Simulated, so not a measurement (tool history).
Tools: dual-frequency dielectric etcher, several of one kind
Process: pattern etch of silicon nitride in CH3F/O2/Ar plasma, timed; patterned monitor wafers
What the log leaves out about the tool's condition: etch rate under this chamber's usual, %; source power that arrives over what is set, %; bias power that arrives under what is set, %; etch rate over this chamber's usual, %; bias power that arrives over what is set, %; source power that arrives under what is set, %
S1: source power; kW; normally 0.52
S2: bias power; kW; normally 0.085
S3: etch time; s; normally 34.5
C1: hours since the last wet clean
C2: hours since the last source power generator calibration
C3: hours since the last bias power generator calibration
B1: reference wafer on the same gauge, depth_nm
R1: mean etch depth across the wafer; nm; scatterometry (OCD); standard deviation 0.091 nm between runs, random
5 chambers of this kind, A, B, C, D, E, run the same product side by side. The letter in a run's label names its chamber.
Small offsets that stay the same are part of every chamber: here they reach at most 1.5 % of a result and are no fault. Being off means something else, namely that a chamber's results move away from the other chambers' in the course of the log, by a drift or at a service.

run 1D hour=2.1 | S1=0.52 S2=0.085 S3=34.5 | C1=264.6 C2=703.3 C3=1932.2 | B1=25.615 | R1=28.222
run 2A hour=6.5 | S1=0.52 S2=0.085 S3=34.5 | C1=98 C2=2162.2 C3=2291 | B1=25.616 | R1=28.442
run 3C hour=10.3 | S1=0.52 S2=0.085 S3=34.5 | C1=51.9 C2=871.1 C3=1171.5 | B1=25.581 | R1=28.556
run 4B hour=14.1 | S1=0.52 S2=0.085 S3=34.5 | C1=219.2 C2=2597.8 C3=121.4 | B1=25.584 | R1=28.129
run 5E hour=16.5 | S1=0.52 S2=0.085 S3=34.5 | C1=188.2 C2=2061.3 C3=686.9 | B1=25.604 | R1=27.991
run 6C hour=19.6 | S1=0.52 S2=0.085 S3=34.5 | C1=61.2 C2=880.4 C3=1180.8 | B1=25.599 | R1=28.596
run 7D hour=22 | S1=0.52 S2=0.085 S3=34.5 | C1=284.5 C2=723.2 C3=1952.1 | B1=25.601 | R1=28.399
run 8B hour=24.3 | S1=0.52 S2=0.085 S3=34.5 | C1=229.4 C2=2608 C3=131.6 | B1=25.573 | R1=28.205
run 9E hour=27.9 | S1=0.52 S2=0.085 S3=34.5 | C1=199.6 C2=2072.7 C3=698.3 | B1=25.591 | R1=28.045
run 10A hour=30.5 | S1=0.52 S2=0.085 S3=34.5 | C1=122 C2=2186.2 C3=2315 | B1=25.628 | R1=28.252
run 11B hour=33.7 | S1=0.52 S2=0.085 S3=34.5 | C1=238.8 C2=2617.4 C3=141 | B1=25.597 | R1=28.193
run 12C hour=37.7 | S1=0.63 S2=0.085 S3=34.5 | C1=79.3 C2=898.5 C3=1198.9 | B1=25.61 | R1=30.79
run 13E hour=41.5 | S1=0.63 S2=0.085 S3=34.5 | C1=213.2 C2=2086.3 C3=711.9 | B1=25.614 | R1=30.387
run 14A hour=45.7 | S1=0.63 S2=0.085 S3=34.5 | C1=137.2 C2=2201.4 C3=2330.2 | B1=25.611 | R1=30.504
run 15D hour=48.6 | S1=0.63 S2=0.085 S3=34.5 | C1=311.1 C2=749.8 C3=1978.7 | B1=25.592 | R1=30.478
run 16C hour=51.1 | S1=0.63 S2=0.085 S3=34.5 | C1=92.7 C2=911.9 C3=1212.3 | B1=25.608 | R1=30.721
run 17A hour=55.4 | S1=0.52 S2=0.085 S3=34.5 | C1=146.9 C2=2211.1 C3=2339.9 | B1=25.593 | R1=28.238
run 18E hour=57.7 | S1=0.52 S2=0.085 S3=34.5 | C1=229.4 C2=2102.5 C3=728.1 | B1=25.61 | R1=28.016
run 19D hour=60.8 | S1=0.52 S2=0.085 S3=34.5 | C1=323.3 C2=762 C3=1990.9 | B1=25.601 | R1=28.434
run 20B hour=64.6 | S1=0.52 S2=0.085 S3=34.5 | C1=269.7 C2=2648.3 C3=171.9 | B1=25.593 | R1=28.183
run 21A hour=67 | S1=0.52 S2=0.085 S3=34.5 | C1=158.5 C2=2222.7 C3=2351.5 | B1=25.57 | R1=28.159
run 22C hour=70.8 | S1=0.52 S2=0.085 S3=34.5 | C1=112.4 C2=931.6 C3=1232 | B1=25.601 | R1=28.564
run 23B hour=74 | S1=0.52 S2=0.085 S3=34.5 | C1=279.1 C2=2657.7 C3=181.3 | B1=25.601 | R1=28.013
run 24E hour=77.8 | S1=0.52 S2=0.085 S3=34.5 | C1=249.5 C2=2122.6 C3=748.2 | B1=25.6 | R1=27.978
run 25D hour=79.8 | S1=0.52 S2=0.085 S3=34.5 | C1=342.3 C2=781 C3=2009.9 | B1=25.597 | R1=28.27
run 26C hour=84.3 | S1=0.52 S2=0.085 S3=34.5 | C1=125.9 C2=945.1 C3=1245.5 | B1=25.623 | R1=28.575
run 27E hour=88.8 | S1=0.52 S2=0.085 S3=34.5 | C1=260.5 C2=2133.6 C3=759.2 | B1=25.614 | R1=28.034
run 28B hour=92 | S1=0.52 S2=0.085 S3=34.5 | C1=297.1 C2=2675.7 C3=199.3 | B1=25.599 | R1=28.152
run 29A hour=95.4 | S1=0.52 S2=0.085 S3=34.5 | C1=186.9 C2=2251.1 C3=2379.9 | B1=25.601 | R1=27.437
run 30D hour=99.3 | S1=0.52 S2=0.085 S3=34.5 | C1=361.8 C2=800.5 C3=2029.4 | B1=25.614 | R1=28.349
run 31D hour=103.1 | S1=0.52 S2=0.085 S3=34.5 | C1=365.6 C2=804.3 C3=2033.2 | B1=25.61 | R1=28.418
run 32A hour=106.4 | S1=0.52 S2=0.085 S3=34.5 | C1=197.9 C2=2262.1 C3=2390.9 | B1=25.592 | R1=27.539
run 33E hour=109.6 | S1=0.52 S2=0.085 S3=34.5 | C1=281.3 C2=2154.4 C3=780 | B1=25.621 | R1=27.995
run 34C hour=114.2 | S1=0.52 S2=0.085 S3=34.5 | C1=155.8 C2=975 C3=1275.4 | B1=25.599 | R1=28.421
run 35B hour=116.5 | S1=0.52 S2=0.085 S3=34.5 | C1=321.6 C2=2700.2 C3=223.8 | B1=25.593 | R1=28.145
run 36D hour=119.7 | S1=0.52 S2=0.085 S3=34.5 | C1=382.2 C2=820.9 C3=2049.8 | B1=25.603 | R1=28.309
run 37C hour=122.9 | S1=0.45 S2=0.085 S3=27.5 | C1=164.5 C2=983.7 C3=1284.1 | B1=25.606 | R1=21.631
run 38A hour=126.9 | S1=0.45 S2=0.085 S3=27.5 | C1=218.4 C2=2282.6 C3=2411.4 | B1=25.597 | R1=20.659
run 39B hour=130.5 | S1=0.45 S2=0.085 S3=27.5 | C1=335.6 C2=2714.2 C3=237.8 | B1=25.592 | R1=21.339
run 40E hour=133.3 | S1=0.45 S2=0.085 S3=27.5 | C1=305 C2=2178.1 C3=803.7 | B1=25.604 | R1=21.214
run 41E hour=136.1 | S1=0.45 S2=0.085 S3=27.5 | C1=307.8 C2=2180.9 C3=806.5 | B1=25.6 | R1=21.158
run 42C hour=139.3 | S1=0.52 S2=0.085 S3=34.5 | C1=180.9 C2=1000.1 C3=1300.5 | B1=25.587 | R1=28.491

What goes on in this fleet: one chamber off, a drifting gauge, or nothing beyond the chambers' own small offsets? Name the chamber and the cause, if any.

Chamber A drifts away from the others.
What lies behind it: etch rate under this chamber's usual, % = 4.54.

Chamber A could run next with any of the 4 candidate recipes listed below; each alters the usual settings, and their results appear as question marks. Which one brings its results back in line with what the other chambers deliver on the usual settings?
In-line tolerance around the mean of the other chambers on the usual settings: R1 0.32 nm
run 43A-1 hour=142.5 | S1=0.52 S2=0.085 S3=35.5 | R1=?
run 43A-2 hour=142.5 | S1=0.5 S2=0.082 S3=34.5 | R1=?
run 43A-3 hour=142.5 | S1=0.52 S2=0.084 S3=33 | R1=?
run 43A-4 hour=142.5 | S1=0.52 S2=0.096 S3=34.5 | R1=?

Mean of the other chambers on the usual settings: R1 28.26 nm
run=43A-1 R1=27.807
run=43A-2 R1=26.305
run=43A-3 R1=25.743
run=43A-4 R1=28.195
It is 43A-4 that realigns the chamber with its peers.
